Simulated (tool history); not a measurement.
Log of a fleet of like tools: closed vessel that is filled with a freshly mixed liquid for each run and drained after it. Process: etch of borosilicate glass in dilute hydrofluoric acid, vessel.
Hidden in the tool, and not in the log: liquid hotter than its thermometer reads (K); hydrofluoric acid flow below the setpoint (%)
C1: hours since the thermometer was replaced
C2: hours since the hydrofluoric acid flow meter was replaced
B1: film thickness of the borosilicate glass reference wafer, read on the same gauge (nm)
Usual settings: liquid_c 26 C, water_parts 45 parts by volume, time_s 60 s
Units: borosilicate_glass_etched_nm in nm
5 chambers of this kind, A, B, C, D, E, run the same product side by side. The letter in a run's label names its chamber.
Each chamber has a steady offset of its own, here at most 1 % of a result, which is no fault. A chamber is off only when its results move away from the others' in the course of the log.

At hour 0.5: chamber D: thermometer replaced.
Run 1C, hour 6.9: usual settings; C1 931.3; C2 62.7; B1 139.99. Result: borosilicate_glass_etched_nm 58.738 nm.
Run 2E, hour 11.8: usual settings; C1 233.3; C2 1155.3; B1 139.96. Result: borosilicate_glass_etched_nm 58.644 nm.
Run 3A, hour 18.8: usual settings; C1 165.7; C2 402.4; B1 140.01. Result: borosilicate_glass_etched_nm 59.672 nm.
Run 4D, hour 26.9: usual settings; C1 26.4; C2 284.7; B1 140.01. Result: borosilicate_glass_etched_nm 59.392 nm.
Run 5B, hour 35.9: usual settings; C1 1681.9; C2 80.4; B1 139.97. Result: borosilicate_glass_etched_nm 59.452 nm.
Run 6E, hour 41.3: usual settings; C1 262.8; C2 1184.8; B1 140. Result: borosilicate_glass_etched_nm 58.2 nm.
Run 7D, hour 51.3: usual settings but water_parts 35 parts by volume, time_s 75 s; C1 50.8; C2 309.1; B1 139.98. Result: borosilicate_glass_etched_nm 97.954 nm.
Run 8A, hour 60.8: usual settings but water_parts 35 parts by volume, time_s 75 s; C1 207.7; C2 444.4; B1 139.98. Result: borosilicate_glass_etched_nm 96.481 nm.
Run 9B, hour 66.4: usual settings but water_parts 35 parts by volume, time_s 75 s; C1 1712.4; C2 110.9; B1 139.98. Result: borosilicate_glass_etched_nm 97.648 nm.
Run 10C, hour 73.8: usual settings but water_parts 35 parts by volume, time_s 75 s; C1 998.2; C2 129.6; B1 139.99. Result: borosilicate_glass_etched_nm 97.267 nm.
Run 11C, hour 79.6: usual settings but water_parts 35 parts by volume, time_s 75 s; C1 1004; C2 135.4; B1 140. Result: borosilicate_glass_etched_nm 96.975 nm.
Run 12A, hour 89.3: usual settings; C1 236.2; C2 472.9; B1 139.94. Result: borosilicate_glass_etched_nm 59.123 nm.
Run 13D, hour 95.2: usual settings; C1 94.7; C2 353; B1 140. Result: borosilicate_glass_etched_nm 59.134 nm.
Run 14E, hour 103.1: usual settings; C1 324.6; C2 1246.6; B1 140.03. Result: borosilicate_glass_etched_nm 58.68 nm.
Run 15B, hour 113: usual settings but liquid_c 23 C, time_s 90 s; C1 1759; C2 157.5; B1 140.01. Result: borosilicate_glass_etched_nm 79.472 nm.
Run 16C, hour 121.9: usual settings but liquid_c 23 C, time_s 90 s; C1 1046.3; C2 177.7; B1 140.01. Result: borosilicate_glass_etched_nm 77.772 nm.
Run 17E, hour 126.9: usual settings but liquid_c 23 C, time_s 90 s; C1 348.4; C2 1270.4; B1 140.04. Result: borosilicate_glass_etched_nm 78.309 nm.
Run 18D, hour 131.8: usual settings but liquid_c 23 C, time_s 90 s; C1 131.3; C2 389.6; B1 139.99. Result: borosilicate_glass_etched_nm 78.447 nm.
Run 19B, hour 138.7: usual settings but liquid_c 23 C, time_s 90 s; C1 1784.7; C2 183.2; B1 139.98. Result: borosilicate_glass_etched_nm 77.885 nm.
Run 20A, hour 146.1: usual settings; C1 293; C2 529.7; B1 140.06. Result: borosilicate_glass_etched_nm 60.035 nm.
Run 21A, hour 156.3: usual settings; C1 303.2; C2 539.9; B1 139.97. Result: borosilicate_glass_etched_nm 59.322 nm.
Run 22B, hour 164.3: usual settings; C1 1810.3; C2 208.8; B1 139.99. Result: borosilicate_glass_etched_nm 59.807 nm.
Run 23E, hour 172.3: usual settings; C1 393.8; C2 1315.8; B1 139.99. Result: borosilicate_glass_etched_nm 59.177 nm.
Run 24C, hour 182.6: usual settings; C1 1107; C2 238.4; B1 139.97. Result: borosilicate_glass_etched_nm 58.293 nm.
Run 25D, hour 188.9: usual settings; C1 188.4; C2 446.7; B1 140. Result: borosilicate_glass_etched_nm 58.831 nm.
Run 26B, hour 197: usual settings; C1 1843; C2 241.5; B1 140.01. Result: borosilicate_glass_etched_nm 60.489 nm.
Run 27C, hour 205.8: usual settings; C1 1130.2; C2 261.6; B1 139.99. Result: borosilicate_glass_etched_nm 59.805 nm.
Run 28E, hour 215.7: usual settings; C1 437.2; C2 1359.2; B1 140.01. Result: borosilicate_glass_etched_nm 58.848 nm.
Run 29A, hour 224.8: usual settings; C1 371.7; C2 608.4; B1 140. Result: borosilicate_glass_etched_nm 60.504 nm.
Run 30D, hour 229.9: usual settings; C1 229.4; C2 487.7; B1 139.99. Result: borosilicate_glass_etched_nm 59.27 nm.
Run 31E, hour 234.8: usual settings; C1 456.3; C2 1378.3; B1 139.99. Result: borosilicate_glass_etched_nm 57.627 nm.
Run 32C, hour 242: usual settings but water_parts 40 parts by volume; C1 1166.4; C2 297.8; B1 139.99. Result: borosilicate_glass_etched_nm 67.037 nm.
Run 33A, hour 247.7: usual settings but water_parts 40 parts by volume; C1 394.6; C2 631.3; B1 140.02. Result: borosilicate_glass_etched_nm 68.267 nm.
At hour 248.9: chamber E: hydrofluoric acid flow meter replaced.
Run 34B, hour 256.9: usual settings but water_parts 40 parts by volume; C1 1902.9; C2 301.4; B1 140.05. Result: borosilicate_glass_etched_nm 67.07 nm.
Run 35D, hour 264.1: usual settings but water_parts 40 parts by volume; C1 263.6; C2 521.9; B1 140. Result: borosilicate_glass_etched_nm 66.765 nm.
At hour 265.3: chamber B: thermometer replaced.
Run 36D, hour 272.3: usual settings but water_parts 40 parts by volume; C1 271.8; C2 530.1; B1 140.01. Result: borosilicate_glass_etched_nm 67.411 nm.
Run 37C, hour 281.1: usual settings; C1 1205.5; C2 336.9; B1 140. Result: borosilicate_glass_etched_nm 58.504 nm.
Run 38A, hour 285.7: usual settings; C1 432.6; C2 669.3; B1 140.03. Result: borosilicate_glass_etched_nm 59.127 nm.
Run 39B, hour 290.6: usual settings; C1 25.3; C2 335.1; B1 140.01. Result: borosilicate_glass_etched_nm 59.165 nm.
Run 40E, hour 298.9: usual settings; C1 520.4; C2 50; B1 140.01. Result: borosilicate_glass_etched_nm 59.364 nm.
Run 41B, hour 307.8: usual settings; C1 42.5; C2 352.3; B1 139.97. Result: borosilicate_glass_etched_nm 59.408 nm.
Run 42E, hour 313.1: usual settings; C1 534.6; C2 64.2; B1 140.02. Result: borosilicate_glass_etched_nm 59.623 nm.
Run 43D, hour 319.3: usual settings; C1 318.8; C2 577.1; B1 140.05. Result: borosilicate_glass_etched_nm 58.783 nm.

Next, every chamber runs the same settings. What will each give?
Run 44A, hour 326.7: usual settings. Result: borosilicate_glass_etched_nm ?.
Run 44B, hour 326.7: usual settings. Result: borosilicate_glass_etched_nm ?.
Run 44C, hour 326.7: usual settings. Result: borosilicate_glass_etched_nm ?.
Run 44D, hour 326.7: usual settings. Result: borosilicate_glass_etched_nm ?.
Run 44E, hour 326.7: usual settings. Result: borosilicate_glass_etched_nm ?.

run  borosilicate_glass_etched_nm
44A                        60.121
44B                        58.654
44C                        59.554
44D                        59.182
44E                        58.577
